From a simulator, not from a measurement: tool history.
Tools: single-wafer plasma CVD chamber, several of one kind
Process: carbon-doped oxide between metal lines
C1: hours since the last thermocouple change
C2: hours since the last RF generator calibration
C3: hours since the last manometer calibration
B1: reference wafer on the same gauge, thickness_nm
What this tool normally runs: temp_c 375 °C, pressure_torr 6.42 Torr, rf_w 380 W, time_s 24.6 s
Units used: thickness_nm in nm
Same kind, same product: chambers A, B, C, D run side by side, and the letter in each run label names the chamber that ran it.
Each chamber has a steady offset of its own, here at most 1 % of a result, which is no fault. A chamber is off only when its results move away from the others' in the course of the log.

{"run": "1A", "hour": 9.1, "temp_c": 375, "pressure_torr": 6.42, "rf_w": 380, "time_s": 24.6, "C1": 890.8, "C2": 1106.3, "C3": 1597.5, "B1": 83.968, "thickness_nm": 100.22}
{"run": "2D", "hour": 15.9, "temp_c": 375, "pressure_torr": 6.42, "rf_w": 380, "time_s": 24.6, "C1": 859.4, "C2": 591.9, "C3": 39.7, "B1": 84.009, "thickness_nm": 99.77}
{"run": "3C", "hour": 25.1, "temp_c": 375, "pressure_torr": 6.42, "rf_w": 380, "time_s": 24.6, "C1": 1548.5, "C2": 36, "C3": 1379.7, "B1": 84.01, "thickness_nm": 100.53}
{"hour": 30.4, "done": "chamber B: thermocouple changed; heater temperature recalibrated"}
{"run": "4B", "hour": 33.8, "temp_c": 375, "pressure_torr": 6.42, "rf_w": 380, "time_s": 24.6, "C1": 3.5, "C2": 582.7, "C3": 667.6, "B1": 84.019, "thickness_nm": 99.844}
{"run": "5B", "hour": 39.0, "temp_c": 375, "pressure_torr": 6.42, "rf_w": 380, "time_s": 24.6, "C1": 8.7, "C2": 587.9, "C3": 672.8, "B1": 83.942, "thickness_nm": 99.721}
{"run": "6C", "hour": 45.1, "temp_c": 375, "pressure_torr": 6.42, "rf_w": 380, "time_s": 24.6, "C1": 1568.5, "C2": 56, "C3": 1399.7, "B1": 84.004, "thickness_nm": 100.49}
{"run": "7D", "hour": 54.8, "temp_c": 375, "pressure_torr": 6.42, "rf_w": 380, "time_s": 24.6, "C1": 898.3, "C2": 630.8, "C3": 78.6, "B1": 83.984, "thickness_nm": 100.24}
{"run": "8A", "hour": 62.0, "temp_c": 375, "pressure_torr": 6.42, "rf_w": 380, "time_s": 24.6, "C1": 943.7, "C2": 1159.2, "C3": 1650.4, "B1": 83.947, "thickness_nm": 100.17}
{"run": "9B", "hour": 72.0, "temp_c": 375, "pressure_torr": 6.42, "rf_w": 380, "time_s": 24.6, "C1": 41.7, "C2": 620.9, "C3": 705.8, "B1": 83.948, "thickness_nm": 100.12}
{"run": "10A", "hour": 82.9, "temp_c": 375, "pressure_torr": 6.42, "rf_w": 380, "time_s": 24.6, "C1": 964.6, "C2": 1180.1, "C3": 1671.3, "B1": 84.06, "thickness_nm": 100.39}
{"run": "11C", "hour": 88.8, "temp_c": 375, "pressure_torr": 6.42, "rf_w": 380, "time_s": 24.6, "C1": 1612.2, "C2": 99.7, "C3": 1443.4, "B1": 83.977, "thickness_nm": 100.5}
{"run": "12D", "hour": 96.9, "temp_c": 375, "pressure_torr": 6.42, "rf_w": 380, "time_s": 24.6, "C1": 940.4, "C2": 672.9, "C3": 120.7, "B1": 83.992, "thickness_nm": 99.486}
{"run": "13B", "hour": 106.4, "temp_c": 375, "pressure_torr": 6.42, "rf_w": 380, "time_s": 24.6, "C1": 76.1, "C2": 655.3, "C3": 740.2, "B1": 84.006, "thickness_nm": 99.107}
{"run": "14D", "hour": 115.2, "temp_c": 375, "pressure_torr": 6.42, "rf_w": 380, "time_s": 24.6, "C1": 958.7, "C2": 691.2, "C3": 139, "B1": 84.03, "thickness_nm": 99.55}
{"run": "15C", "hour": 124.0, "temp_c": 375, "pressure_torr": 6.42, "rf_w": 380, "time_s": 24.6, "C1": 1647.4, "C2": 134.9, "C3": 1478.6, "B1": 84.003, "thickness_nm": 100.65}
{"run": "16A", "hour": 132.7, "temp_c": 375, "pressure_torr": 6.42, "rf_w": 380, "time_s": 24.6, "C1": 1014.4, "C2": 1229.9, "C3": 1721.1, "B1": 83.972, "thickness_nm": 99.659}
{"run": "17D", "hour": 141.4, "temp_c": 375, "pressure_torr": 6.42, "rf_w": 380, "time_s": 24.6, "C1": 984.9, "C2": 717.4, "C3": 165.2, "B1": 83.982, "thickness_nm": 99.58}
{"run": "18C", "hour": 150.5, "temp_c": 375, "pressure_torr": 6.42, "rf_w": 380, "time_s": 24.6, "C1": 1673.9, "C2": 161.4, "C3": 1505.1, "B1": 83.909, "thickness_nm": 100.77}
{"run": "19A", "hour": 159.6, "temp_c": 375, "pressure_torr": 6.42, "rf_w": 380, "time_s": 24.6, "C1": 1041.3, "C2": 1256.8, "C3": 1748, "B1": 84.102, "thickness_nm": 99.95}
{"run": "20B", "hour": 169.3, "temp_c": 375, "pressure_torr": 6.42, "rf_w": 380, "time_s": 24.6, "C1": 139, "C2": 718.2, "C3": 803.1, "B1": 83.985, "thickness_nm": 100.1}
{"run": "21A", "hour": 178.3, "temp_c": 375, "pressure_torr": 6.42, "rf_w": 380, "time_s": 24.6, "C1": 1060, "C2": 1275.5, "C3": 1766.7, "B1": 83.995, "thickness_nm": 99.887}
{"run": "22D", "hour": 183.5, "temp_c": 375, "pressure_torr": 6.42, "rf_w": 380, "time_s": 24.6, "C1": 1027, "C2": 759.5, "C3": 207.3, "B1": 83.991, "thickness_nm": 99.814}
{"run": "23C", "hour": 194.3, "temp_c": 375, "pressure_torr": 7.39, "rf_w": 420, "time_s": 24.6, "C1": 1717.7, "C2": 205.2, "C3": 1548.9, "B1": 83.986, "thickness_nm": 109.5}
{"run": "24B", "hour": 201.0, "temp_c": 375, "pressure_torr": 7.39, "rf_w": 420, "time_s": 24.6, "C1": 170.7, "C2": 749.9, "C3": 834.8, "B1": 84.018, "thickness_nm": 108.32}
{"run": "25B", "hour": 208.7, "temp_c": 375, "pressure_torr": 7.39, "rf_w": 420, "time_s": 24.6, "C1": 178.4, "C2": 757.6, "C3": 842.5, "B1": 83.942, "thickness_nm": 108.36}
{"run": "26C", "hour": 215.3, "temp_c": 375, "pressure_torr": 7.39, "rf_w": 420, "time_s": 24.6, "C1": 1738.7, "C2": 226.2, "C3": 1569.9, "B1": 83.968, "thickness_nm": 109.82}
{"run": "27A", "hour": 222.3, "temp_c": 375, "pressure_torr": 6.42, "rf_w": 380, "time_s": 24.6, "C1": 1104, "C2": 1319.5, "C3": 1810.7, "B1": 84.069, "thickness_nm": 100.3}
{"run": "28D", "hour": 228.2, "temp_c": 375, "pressure_torr": 6.42, "rf_w": 380, "time_s": 24.6, "C1": 1071.7, "C2": 804.2, "C3": 252, "B1": 83.984, "thickness_nm": 100.15}
{"run": "29C", "hour": 234.6, "temp_c": 375, "pressure_torr": 6.42, "rf_w": 380, "time_s": 24.6, "C1": 1758, "C2": 245.5, "C3": 1589.2, "B1": 83.952, "thickness_nm": 100.67}
{"hour": 236.0, "done": "chamber A: capacitance manometer re-zeroed and calibrated"}
{"run": "30D", "hour": 244.0, "temp_c": 375, "pressure_torr": 6.42, "rf_w": 380, "time_s": 24.6, "C1": 1087.5, "C2": 820, "C3": 267.8, "B1": 84.046, "thickness_nm": 100.02}
{"run": "31A", "hour": 249.8, "temp_c": 375, "pressure_torr": 6.42, "rf_w": 380, "time_s": 24.6, "C1": 1131.5, "C2": 1347, "C3": 13.9, "B1": 84.013, "thickness_nm": 100.06}
{"run": "32B", "hour": 259.5, "temp_c": 375, "pressure_torr": 7.11, "rf_w": 380, "time_s": 24.6, "C1": 229.2, "C2": 808.4, "C3": 893.3, "B1": 83.994, "thickness_nm": 100.5}
{"run": "33A", "hour": 264.3, "temp_c": 375, "pressure_torr": 7.11, "rf_w": 380, "time_s": 24.6, "C1": 1146, "C2": 1361.5, "C3": 28.4, "B1": 84.046, "thickness_nm": 100.78}
{"run": "34B", "hour": 274.8, "temp_c": 375, "pressure_torr": 7.11, "rf_w": 380, "time_s": 24.6, "C1": 244.5, "C2": 823.7, "C3": 908.6, "B1": 84.013, "thickness_nm": 100.29}
{"run": "35D", "hour": 283.7, "temp_c": 375, "pressure_torr": 7.11, "rf_w": 380, "time_s": 24.6, "C1": 1127.2, "C2": 859.7, "C3": 307.5, "B1": 84.012, "thickness_nm": 100.55}
{"run": "36C", "hour": 293.3, "temp_c": 375, "pressure_torr": 5.27, "rf_w": 425, "time_s": 24.6, "C1": 1816.7, "C2": 304.2, "C3": 1647.9, "B1": 83.924, "thickness_nm": 106.93}
{"run": "37A", "hour": 301.3, "temp_c": 375, "pressure_torr": 5.27, "rf_w": 425, "time_s": 24.6, "C1": 1183, "C2": 1398.5, "C3": 65.4, "B1": 84.048, "thickness_nm": 106.83}
{"run": "38C", "hour": 311.2, "temp_c": 375, "pressure_torr": 5.27, "rf_w": 425, "time_s": 24.6, "C1": 1834.6, "C2": 322.1, "C3": 1665.8, "B1": 83.924, "thickness_nm": 106.98}

Read the log: is a single chamber off, either drifting away or since a service, is the gauge that measures every chamber drifting, or is nothing wrong beyond small per-chamber offsets? Name any odd chamber and what most likely caused it.

Nothing is wrong: each chamber keeps only its own small, steady offset and the gauge holds still.
